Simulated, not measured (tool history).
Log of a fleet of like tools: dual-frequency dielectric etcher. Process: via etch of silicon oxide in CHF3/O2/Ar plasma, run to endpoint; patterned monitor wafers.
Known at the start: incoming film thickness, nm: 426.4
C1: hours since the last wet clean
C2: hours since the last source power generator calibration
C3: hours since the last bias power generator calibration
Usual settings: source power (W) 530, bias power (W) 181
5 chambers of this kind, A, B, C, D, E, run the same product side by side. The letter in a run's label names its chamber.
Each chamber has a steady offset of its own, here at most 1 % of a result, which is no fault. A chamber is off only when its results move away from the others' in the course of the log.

{"run": "1E", "hour": 7.1, "source power (W)": 530, "bias power (W)": 181, "C1": 90, "C2": 1663, "C3": 2455, "endpoint time (s)": 227.28}
{"run": "2D", "hour": 12.3, "source power (W)": 530, "bias power (W)": 181, "C1": 290.7, "C2": 547.7, "C3": 3486.5, "endpoint time (s)": 224.97}
{"run": "3A", "hour": 16.9, "source power (W)": 530, "bias power (W)": 181, "C1": 492.4, "C2": 1685.8, "C3": 1458.1, "endpoint time (s)": 224.51}
{"hour": 22.3, "done": "chamber B: wet clean of the chamber"}
{"run": "4B", "hour": 25.5, "source power (W)": 530, "bias power (W)": 181, "C1": 3.3, "C2": 833.1, "C3": 65.4, "endpoint time (s)": 229.05}
{"run": "5C", "hour": 33.7, "source power (W)": 530, "bias power (W)": 181, "C1": 309.5, "C2": 115.4, "C3": 1855.5, "endpoint time (s)": 225.6}
{"run": "6D", "hour": 41.5, "source power (W)": 530, "bias power (W)": 181, "C1": 319.9, "C2": 576.9, "C3": 3515.7, "endpoint time (s)": 223.99}
{"run": "7C", "hour": 48.2, "source power (W)": 530, "bias power (W)": 181, "C1": 324, "C2": 129.9, "C3": 1870, "endpoint time (s)": 226.49}
{"run": "8E", "hour": 54.8, "source power (W)": 530, "bias power (W)": 181, "C1": 137.7, "C2": 1710.7, "C3": 2502.7, "endpoint time (s)": 226.63}
{"run": "9A", "hour": 62.9, "source power (W)": 530, "bias power (W)": 181, "C1": 538.4, "C2": 1731.8, "C3": 1504.1, "endpoint time (s)": 225.96}
{"run": "10B", "hour": 71.4, "source power (W)": 530, "bias power (W)": 181, "C1": 49.2, "C2": 879, "C3": 111.3, "endpoint time (s)": 226.31}
{"run": "11E", "hour": 76.5, "source power (W)": 530, "bias power (W)": 181, "C1": 159.4, "C2": 1732.4, "C3": 2524.4, "endpoint time (s)": 228.25}
{"run": "12A", "hour": 80.8, "source power (W)": 530, "bias power (W)": 181, "C1": 556.3, "C2": 1749.7, "C3": 1522, "endpoint time (s)": 226.12}
{"hour": 82.8, "done": "chamber D: wet clean of the chamber"}
{"run": "13C", "hour": 86.9, "source power (W)": 530, "bias power (W)": 181, "C1": 362.7, "C2": 168.6, "C3": 1908.7, "endpoint time (s)": 226.97}
{"hour": 88.1, "done": "chamber A: wet clean of the chamber"}
{"run": "14D", "hour": 94.9, "source power (W)": 430, "bias power (W)": 154, "C1": 12.1, "C2": 630.3, "C3": 3569.1, "endpoint time (s)": 255.9}
{"run": "15B", "hour": 103.1, "source power (W)": 430, "bias power (W)": 154, "C1": 80.9, "C2": 910.7, "C3": 143, "endpoint time (s)": 259.85}
{"run": "16E", "hour": 111.3, "source power (W)": 430, "bias power (W)": 154, "C1": 194.2, "C2": 1767.2, "C3": 2559.2, "endpoint time (s)": 259.49}
{"run": "17D", "hour": 119.0, "source power (W)": 430, "bias power (W)": 154, "C1": 36.2, "C2": 654.4, "C3": 3593.2, "endpoint time (s)": 254.27}
{"run": "18B", "hour": 126.2, "source power (W)": 430, "bias power (W)": 154, "C1": 104, "C2": 933.8, "C3": 166.1, "endpoint time (s)": 260.44}
{"run": "19C", "hour": 133.7, "source power (W)": 530, "bias power (W)": 181, "C1": 409.5, "C2": 215.4, "C3": 1955.5, "endpoint time (s)": 227.34}
{"run": "20A", "hour": 139.9, "source power (W)": 530, "bias power (W)": 221, "C1": 51.8, "C2": 1808.8, "C3": 1581.1, "endpoint time (s)": 211.85}
{"run": "21A", "hour": 146.3, "source power (W)": 530, "bias power (W)": 221, "C1": 58.2, "C2": 1815.2, "C3": 1587.5, "endpoint time (s)": 211.54}
{"run": "22E", "hour": 154.6, "source power (W)": 530, "bias power (W)": 221, "C1": 237.5, "C2": 1810.5, "C3": 2602.5, "endpoint time (s)": 215.79}
{"run": "23C", "hour": 161.2, "source power (W)": 530, "bias power (W)": 221, "C1": 437, "C2": 242.9, "C3": 1983, "endpoint time (s)": 211.23}
{"run": "24B", "hour": 169.4, "source power (W)": 530, "bias power (W)": 221, "C1": 147.2, "C2": 977, "C3": 209.3, "endpoint time (s)": 211.87}
{"run": "25D", "hour": 177.6, "source power (W)": 590, "bias power (W)": 225, "C1": 94.8, "C2": 713, "C3": 3651.8, "endpoint time (s)": 198.65}
{"run": "26D", "hour": 185.8, "source power (W)": 590, "bias power (W)": 225, "C1": 103, "C2": 721.2, "C3": 3660, "endpoint time (s)": 199.52}
{"run": "27B", "hour": 192.0, "source power (W)": 590, "bias power (W)": 225, "C1": 169.8, "C2": 999.6, "C3": 231.9, "endpoint time (s)": 201.07}
{"run": "28C", "hour": 201.3, "source power (W)": 590, "bias power (W)": 225, "C1": 477.1, "C2": 283, "C3": 2023.1, "endpoint time (s)": 202.3}
{"run": "29A", "hour": 210.1, "source power (W)": 590, "bias power (W)": 225, "C1": 122, "C2": 1879, "C3": 1651.3, "endpoint time (s)": 202.28}
{"hour": 213.1, "done": "chamber E: source power generator calibrated"}
{"run": "30E", "hour": 219.4, "source power (W)": 530, "bias power (W)": 181, "C1": 302.3, "C2": 6.4, "C3": 2667.3, "endpoint time (s)": 235.87}
{"run": "31A", "hour": 227.4, "source power (W)": 530, "bias power (W)": 181, "C1": 139.3, "C2": 1896.3, "C3": 1668.6, "endpoint time (s)": 226.6}

What goes on in this fleet: one chamber off, a drifting gauge, or nothing beyond the chambers' own small offsets? Name the chamber and the cause, if any.

Chamber E drifts away from the others.
Cause: etch rate under this chamber's usual, % = 3.52.

Here are 4 candidates for chamber E's next run, each the usual settings with a change, their results left as question marks. Which one brings its results back in line with what the others give on the usual settings?
In line means no further than this from the other chambers' mean on the usual settings: endpoint time (s) 3.2
{"run": "32E-1", "hour": 234.1, "source power (W)": 500, "bias power (W)": 172, "endpoint time (s)": "?"}
{"run": "32E-2", "hour": 234.1, "source power (W)": 480, "bias power (W)": 165, "endpoint time (s)": "?"}
{"run": "32E-3", "hour": 234.1, "source power (W)": 590, "bias power (W)": 199, "endpoint time (s)": "?"}
{"run": "32E-4", "hour": 234.1, "source power (W)": 530, "bias power (W)": 202, "endpoint time (s)": "?"}

The other chambers' mean on the usual settings: endpoint time (s) 226.04
run=32E-1 endpoint_time_(s)=244.62
run=32E-2 endpoint_time_(s)=251.89
run=32E-3 endpoint_time_(s)=218.75
run=32E-4 endpoint_time_(s)=226.65
32E-4 brings the chamber back in line.
